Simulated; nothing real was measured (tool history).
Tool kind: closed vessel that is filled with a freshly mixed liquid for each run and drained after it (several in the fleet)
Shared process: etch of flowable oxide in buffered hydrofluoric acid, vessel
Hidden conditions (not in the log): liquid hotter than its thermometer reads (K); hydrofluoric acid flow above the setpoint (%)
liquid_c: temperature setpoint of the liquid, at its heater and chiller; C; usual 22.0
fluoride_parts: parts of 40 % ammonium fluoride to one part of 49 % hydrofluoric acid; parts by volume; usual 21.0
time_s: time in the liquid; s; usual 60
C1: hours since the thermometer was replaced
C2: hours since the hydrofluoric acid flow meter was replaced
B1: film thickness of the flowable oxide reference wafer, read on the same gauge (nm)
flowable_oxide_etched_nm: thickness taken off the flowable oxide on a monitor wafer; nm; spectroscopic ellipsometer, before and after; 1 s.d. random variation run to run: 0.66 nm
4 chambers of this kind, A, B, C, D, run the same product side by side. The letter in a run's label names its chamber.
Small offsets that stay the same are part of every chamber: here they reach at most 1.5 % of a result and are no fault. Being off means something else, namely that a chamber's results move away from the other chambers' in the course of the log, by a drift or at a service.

{"run": "1C", "hour": 3.2, "liquid_c": 22.0, "fluoride_parts": 21.0, "time_s": 60, "C1": 40.7, "C2": 157.7, "B1": 140.0, "flowable_oxide_etched_nm": 93.06}
{"run": "2B", "hour": 6.5, "liquid_c": 22.0, "fluoride_parts": 21.0, "time_s": 60, "C1": 1059.6, "C2": 114.7, "B1": 140.0, "flowable_oxide_etched_nm": 93.854}
{"run": "3A", "hour": 8.4, "liquid_c": 22.0, "fluoride_parts": 21.0, "time_s": 60, "C1": 2089.2, "C2": 1610.2, "B1": 140.0, "flowable_oxide_etched_nm": 94.444}
{"run": "4D", "hour": 11.7, "liquid_c": 22.0, "fluoride_parts": 21.0, "time_s": 60, "C1": 116.5, "C2": 901.5, "B1": 139.99, "flowable_oxide_etched_nm": 93.522}
{"run": "5A", "hour": 14.8, "liquid_c": 22.0, "fluoride_parts": 21.0, "time_s": 60, "C1": 2095.6, "C2": 1616.6, "B1": 140.0, "flowable_oxide_etched_nm": 94.602}
{"run": "6D", "hour": 17.1, "liquid_c": 22.0, "fluoride_parts": 21.0, "time_s": 60, "C1": 121.9, "C2": 906.9, "B1": 140.02, "flowable_oxide_etched_nm": 91.862}
{"run": "7C", "hour": 20.2, "liquid_c": 22.0, "fluoride_parts": 21.0, "time_s": 60, "C1": 57.7, "C2": 174.7, "B1": 139.98, "flowable_oxide_etched_nm": 92.751}
{"run": "8B", "hour": 22.9, "liquid_c": 22.0, "fluoride_parts": 21.0, "time_s": 60, "C1": 1076.0, "C2": 131.1, "B1": 140.0, "flowable_oxide_etched_nm": 94.214}
{"run": "9C", "hour": 25.7, "liquid_c": 22.0, "fluoride_parts": 21.0, "time_s": 60, "C1": 63.2, "C2": 180.2, "B1": 140.0, "flowable_oxide_etched_nm": 92.782}
{"run": "10D", "hour": 29.4, "liquid_c": 22.0, "fluoride_parts": 21.0, "time_s": 60, "C1": 134.2, "C2": 919.2, "B1": 140.0, "flowable_oxide_etched_nm": 93.747}
{"run": "11A", "hour": 31.9, "liquid_c": 22.0, "fluoride_parts": 21.0, "time_s": 60, "C1": 2112.7, "C2": 1633.7, "B1": 139.98, "flowable_oxide_etched_nm": 94.657}
{"run": "12B", "hour": 35.0, "liquid_c": 22.0, "fluoride_parts": 27.5, "time_s": 60, "C1": 1088.1, "C2": 143.2, "B1": 139.99, "flowable_oxide_etched_nm": 77.738}
{"run": "13B", "hour": 38.3, "liquid_c": 22.0, "fluoride_parts": 27.5, "time_s": 60, "C1": 1091.4, "C2": 146.5, "B1": 139.98, "flowable_oxide_etched_nm": 76.815}
{"run": "14D", "hour": 40.3, "liquid_c": 22.0, "fluoride_parts": 27.5, "time_s": 60, "C1": 145.1, "C2": 930.1, "B1": 140.0, "flowable_oxide_etched_nm": 78.403}
{"run": "15C", "hour": 42.3, "liquid_c": 22.0, "fluoride_parts": 27.5, "time_s": 60, "C1": 79.8, "C2": 196.8, "B1": 140.02, "flowable_oxide_etched_nm": 75.781}
{"run": "16A", "hour": 46.5, "liquid_c": 25.0, "fluoride_parts": 15.5, "time_s": 60, "C1": 2127.3, "C2": 1648.3, "B1": 140.01, "flowable_oxide_etched_nm": 149.07}
{"run": "17C", "hour": 50.6, "liquid_c": 25.0, "fluoride_parts": 15.5, "time_s": 60, "C1": 88.1, "C2": 205.1, "B1": 139.99, "flowable_oxide_etched_nm": 145.93}
{"run": "18D", "hour": 52.5, "liquid_c": 25.0, "fluoride_parts": 15.5, "time_s": 60, "C1": 157.3, "C2": 942.3, "B1": 140.0, "flowable_oxide_etched_nm": 149.65}
{"run": "19B", "hour": 55.3, "liquid_c": 25.0, "fluoride_parts": 15.5, "time_s": 60, "C1": 1108.4, "C2": 163.5, "B1": 140.01, "flowable_oxide_etched_nm": 145.46}
{"run": "20A", "hour": 59.2, "liquid_c": 22.0, "fluoride_parts": 21.0, "time_s": 60, "C1": 2140.0, "C2": 1661.0, "B1": 140.0, "flowable_oxide_etched_nm": 94.063}
{"run": "21C", "hour": 61.2, "liquid_c": 22.0, "fluoride_parts": 21.0, "time_s": 60, "C1": 98.7, "C2": 215.7, "B1": 139.98, "flowable_oxide_etched_nm": 94.18}
{"run": "22D", "hour": 63.5, "liquid_c": 26.5, "fluoride_parts": 18.5, "time_s": 60, "C1": 168.3, "C2": 953.3, "B1": 140.01, "flowable_oxide_etched_nm": 137.86}
{"run": "23B", "hour": 67.3, "liquid_c": 26.5, "fluoride_parts": 18.5, "time_s": 60, "C1": 1120.4, "C2": 175.5, "B1": 140.0, "flowable_oxide_etched_nm": 134.98}
{"run": "24A", "hour": 70.3, "liquid_c": 26.5, "fluoride_parts": 18.5, "time_s": 60, "C1": 2151.1, "C2": 1672.1, "B1": 140.0, "flowable_oxide_etched_nm": 136.79}
{"run": "25A", "hour": 73.3, "liquid_c": 26.5, "fluoride_parts": 18.5, "time_s": 60, "C1": 2154.1, "C2": 1675.1, "B1": 140.01, "flowable_oxide_etched_nm": 135.3}
{"run": "26C", "hour": 77.0, "liquid_c": 22.0, "fluoride_parts": 21.0, "time_s": 75, "C1": 114.5, "C2": 231.5, "B1": 140.01, "flowable_oxide_etched_nm": 116.06}
{"run": "27B", "hour": 80.2, "liquid_c": 22.0, "fluoride_parts": 21.0, "time_s": 75, "C1": 1133.3, "C2": 188.4, "B1": 140.01, "flowable_oxide_etched_nm": 118.18}
{"run": "28D", "hour": 84.4, "liquid_c": 22.0, "fluoride_parts": 21.0, "time_s": 75, "C1": 189.2, "C2": 974.2, "B1": 140.01, "flowable_oxide_etched_nm": 121.1}

Predict what each chamber gives when all 4 of them run the settings below next.
{"run": "29A", "hour": 87.4, "liquid_c": 17.5, "fluoride_parts": 21.0, "time_s": 60, "flowable_oxide_etched_nm": "?"}
{"run": "29B", "hour": 87.4, "liquid_c": 17.5, "fluoride_parts": 21.0, "time_s": 60, "flowable_oxide_etched_nm": "?"}
{"run": "29C", "hour": 87.4, "liquid_c": 17.5, "fluoride_parts": 21.0, "time_s": 60, "flowable_oxide_etched_nm": "?"}
{"run": "29D", "hour": 87.4, "liquid_c": 17.5, "fluoride_parts": 21.0, "time_s": 60, "flowable_oxide_etched_nm": "?"}

run=29A flowable_oxide_etched_nm=73.754
run=29B flowable_oxide_etched_nm=72.489
run=29C flowable_oxide_etched_nm=72.971
run=29D flowable_oxide_etched_nm=76.053
